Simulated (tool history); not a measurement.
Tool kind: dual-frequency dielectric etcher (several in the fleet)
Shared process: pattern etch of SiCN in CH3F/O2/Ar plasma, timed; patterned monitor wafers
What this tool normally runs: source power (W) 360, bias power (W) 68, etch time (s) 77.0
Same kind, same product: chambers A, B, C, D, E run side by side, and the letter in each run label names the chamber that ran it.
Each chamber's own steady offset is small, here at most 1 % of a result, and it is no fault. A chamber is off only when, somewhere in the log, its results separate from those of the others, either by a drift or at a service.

run	hour	source power (W)	bias power (W)	etch time (s)	hours since the last wet clean	hours since the last source power generator calibration	hours since the last bias power generator calibration	read-back reference wafer on the same gauge, depth_nm	mean etch depth across the wafer (nm)
1C	12.5	360	68	77.0	303.6	1133.5	1838.4	29.777	27.336
2B	23.2	360	68	77.0	116.8	3487.5	467.9	29.794	27.185
# hour 29.6: chamber A: wet clean of the chamber
3D	33.6	360	68	77.0	266.2	2641.0	1225.6	29.802	27.248
4A	43.0	360	68	77.0	13.4	799.6	963.9	29.787	27.277
5E	52.5	360	68	77.0	270.6	2001.7	2143.4	29.773	27.250
6C	68.0	360	68	77.0	359.1	1189.0	1893.9	29.789	27.362
7D	77.9	360	68	77.0	310.5	2685.3	1269.9	29.787	27.162
8A	91.4	360	68	77.0	61.8	848.0	1012.3	29.790	27.247
9E	106.9	360	68	77.0	325.0	2056.1	2197.8	29.779	27.190
10B	123.2	360	68	77.0	216.8	3587.5	567.9	29.810	27.175
# hour 129.2: chamber C: wet clean of the chamber
11E	132.0	360	68	77.0	350.1	2081.2	2222.9	29.814	27.158
12B	145.6	310	61	77.0	239.2	3609.9	590.3	29.800	24.724
# hour 146.0: chamber C: bias power generator calibrated
13A	156.1	310	61	77.0	126.5	912.7	1077.0	29.803	24.878
# hour 161.5: chamber D: wet clean of the chamber
14C	165.2	310	61	77.0	36.1	1286.2	19.2	29.807	24.908
15D	174.2	310	61	77.0	12.7	2781.6	1366.2	29.796	24.677
16E	189.9	310	61	77.0	408.0	2139.1	2280.8	29.809	24.704
17C	206.5	400	55	77.0	77.4	1327.5	60.5	29.802	26.517
18B	217.7	400	55	77.0	311.3	3682.0	662.4	29.804	26.411
19D	225.5	400	55	77.0	64.0	2832.9	1417.5	29.803	26.286
# hour 231.2: chamber E: wet clean of the chamber
20A	233.3	400	55	77.0	203.7	989.9	1154.2	29.784	26.380
21B	247.9	400	55	77.0	341.5	3712.2	692.6	29.787	26.308
22E	259.7	360	68	77.0	28.5	2208.9	2350.6	29.794	27.023
23A	273.2	360	68	77.0	243.6	1029.8	1194.1	29.797	27.252
24D	281.7	360	68	77.0	120.2	2889.1	1473.7	29.804	27.319
25C	298.0	360	68	77.0	168.9	1419.0	152.0	29.799	27.385
# hour 303.8: chamber B: wet clean of the chamber
26E	308.1	360	68	77.0	76.9	2257.3	2399.0	29.809	27.144
27A	320.9	360	68	77.0	291.3	1077.5	1241.8	29.796	27.311
28B	335.9	360	68	77.0	32.2	3800.2	780.6	29.789	27.178
29D	350.1	360	68	77.0	188.6	2957.5	1542.1	29.803	27.356
30C	359.8	360	68	77.0	230.7	1480.8	213.8	29.799	27.341
31A	367.4	360	68	77.0	337.8	1124.0	1288.3	29.784	27.406
32D	378.9	360	68	77.0	217.4	2986.3	1570.9	29.802	27.191
33B	387.3	360	68	77.0	83.6	3851.6	832.0	29.787	27.346
34E	398.9	360	68	77.0	167.7	2348.1	2489.8	29.779	27.085
35C	411.4	360	68	77.0	282.3	1532.4	265.4	29.782	27.388
36E	424.5	360	68	77.0	193.3	2373.7	2515.4	29.795	27.267
37C	440.7	360	61	68.5	311.6	1561.7	294.7	29.794	23.513
38B	454.7	360	61	68.5	151.0	3919.0	899.4	29.785	23.304
# hour 460.0: chamber A: wet clean of the chamber
39D	464.3	360	61	68.5	302.8	3071.7	1656.3	29.791	23.287
40A	477.2	360	61	68.5	17.2	1233.8	1398.1	29.785	23.467
41B	485.3	360	61	68.5	181.6	3949.6	930.0	29.809	23.302
42E	499.5	310	81	77.0	268.3	2448.7	2590.4	29.784	27.308

Predict what each chamber gives when all 5 of them run the settings below next.
43A	511.4	450	68	77.0					?
43B	511.4	450	68	77.0					?
43C	511.4	450	68	77.0					?
43D	511.4	450	68	77.0					?
43E	511.4	450	68	77.0					?

run	mean etch depth across the wafer (nm)
43A	29.642
43B	29.580
43C	29.684
43D	29.602
43E	29.502
